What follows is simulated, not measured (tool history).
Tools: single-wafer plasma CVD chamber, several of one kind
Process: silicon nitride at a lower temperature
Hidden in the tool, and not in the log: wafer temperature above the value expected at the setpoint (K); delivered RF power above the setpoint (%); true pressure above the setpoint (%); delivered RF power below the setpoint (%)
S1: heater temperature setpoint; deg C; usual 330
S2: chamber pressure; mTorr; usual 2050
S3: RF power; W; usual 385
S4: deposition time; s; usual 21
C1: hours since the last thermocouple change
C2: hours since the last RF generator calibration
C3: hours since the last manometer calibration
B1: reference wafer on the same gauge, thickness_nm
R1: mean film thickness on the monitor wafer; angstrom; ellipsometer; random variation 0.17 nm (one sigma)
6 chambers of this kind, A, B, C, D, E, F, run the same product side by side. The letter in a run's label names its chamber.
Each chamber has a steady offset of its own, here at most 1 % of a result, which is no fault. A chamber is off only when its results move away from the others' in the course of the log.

run,hour,S1,S2,S3,S4,C1,C2,C3,B1,R1
1E,10.0,330,2050,385,21,1182.3,977.1,1125.4,28.985,319.53
2C,17.5,330,2050,385,21,1482.0,1867.7,225.0,29.005,314.36
# hour 25.9: chamber F: capacitance manometer re-zeroed and calibrated
3B,27.7,330,2050,385,21,1303.9,657.4,99.1,28.980,308.68
4A,36.9,330,2050,385,21,432.6,148.2,94.0,29.023,314.12
5F,46.1,330,2050,385,21,1030.5,924.1,20.2,28.982,313.63
6D,54.0,330,2050,385,21,955.9,1880.9,663.7,28.993,309.50
7A,59.5,330,2050,385,21,455.2,170.8,116.6,29.029,312.68
8C,67.2,330,2050,385,21,1531.7,1917.4,274.7,29.027,314.06
9D,73.8,330,2050,385,21,975.7,1900.7,683.5,29.004,311.93
10F,81.6,330,2050,385,21,1066.0,959.6,55.7,29.024,310.06
11E,90.6,330,2050,385,21,1262.9,1057.7,1206.0,28.977,315.10
12B,99.7,342,2220,385,21,1375.9,729.4,171.1,28.986,314.84
13D,105.3,342,2220,385,21,1007.2,1932.2,715.0,29.006,320.21
14B,117.8,342,2220,385,21,1394.0,747.5,189.2,28.966,313.50
# hour 125.7: chamber C: RF generator calibrated
15E,128.4,342,2220,385,21,1300.7,1095.5,1243.8,28.985,319.43
16F,135.6,342,2220,385,21,1120.0,1013.6,109.7,28.984,319.16
17C,146.8,342,2220,385,21,1611.3,21.2,354.3,28.975,317.98
18A,153.1,330,2050,385,21,548.8,264.4,210.2,28.983,310.65
19B,165.6,330,2050,385,21,1441.8,795.3,237.0,28.963,311.18
20E,177.0,330,2050,385,21,1349.3,1144.1,1292.4,28.997,308.97
21C,184.5,330,2050,385,21,1649.0,58.9,392.0,29.004,311.75
22D,192.9,330,2050,385,21,1094.8,2019.8,802.6,29.041,312.86
23A,200.5,330,2050,385,21,596.2,311.8,257.6,28.958,313.22
# hour 204.8: chamber F: RF generator calibrated
24F,212.6,330,2480,430,21,1197.0,7.9,186.7,29.002,352.88
25C,220.1,330,2480,430,21,1684.6,94.5,427.6,28.987,352.58
26B,231.9,330,2480,430,21,1508.1,861.6,303.3,28.991,349.23
27F,242.4,330,2480,430,21,1226.8,37.7,216.5,29.000,348.99
28A,248.1,330,2480,430,21,643.8,359.4,305.2,28.995,352.48
29E,253.7,330,2480,430,21,1426.0,1220.8,1369.1,29.058,342.74
30D,260.6,330,2050,385,21,1162.5,2087.5,870.3,28.976,310.71
31E,271.4,330,2050,385,21,1443.7,1238.5,1386.8,29.026,304.60
# hour 277.5: chamber D: RF generator calibrated
32C,278.0,330,2050,385,21,1742.5,152.4,485.5,28.982,316.53
33A,284.0,330,2050,385,21,679.7,395.3,341.1,29.011,311.15
34F,293.3,330,2050,385,21,1277.7,88.6,267.4,28.992,314.34
35B,301.3,330,2050,385,21,1577.5,931.0,372.7,28.983,310.47
36D,309.3,330,2050,385,21,1211.2,31.8,919.0,28.994,310.57
37C,316.3,330,2050,385,21,1780.8,190.7,523.8,28.979,311.80
38D,323.6,330,2050,385,21,1225.5,46.1,933.3,28.973,313.86
39E,331.3,330,2050,385,21,1503.6,1298.4,1446.7,29.004,304.28
40A,340.2,320,2050,385,21,735.9,451.5,397.3,29.013,313.95

What goes on in this fleet: one chamber off, a drifting gauge, or nothing beyond the chambers' own small offsets? Name the chamber and the cause, if any.

Chamber E drifts away from the others.
Cause: delivered RF power below the setpoint (%) = 7.47.

Here are 4 candidates for chamber E's next run, each the usual settings with a change, their results left as question marks. Which one brings its results back in line with what the others give on the usual settings?
In line means no further than this from the other chambers' mean on the usual settings: R1 6.10 angstrom
41E-1,349.3,330,2020,385,20.2,,,,,?
41E-2,349.3,330,2050,335,21.0,,,,,?
41E-3,349.3,330,2120,405,21.0,,,,,?
41E-4,349.3,330,2050,400,22.3,,,,,?

The other chambers' mean on the usual settings: R1 312.23 angstrom
run,R1
41E-1,287.47
41E-2,274.28
41E-3,312.41
41E-4,326.29
41E-3 brings the chamber back in line.
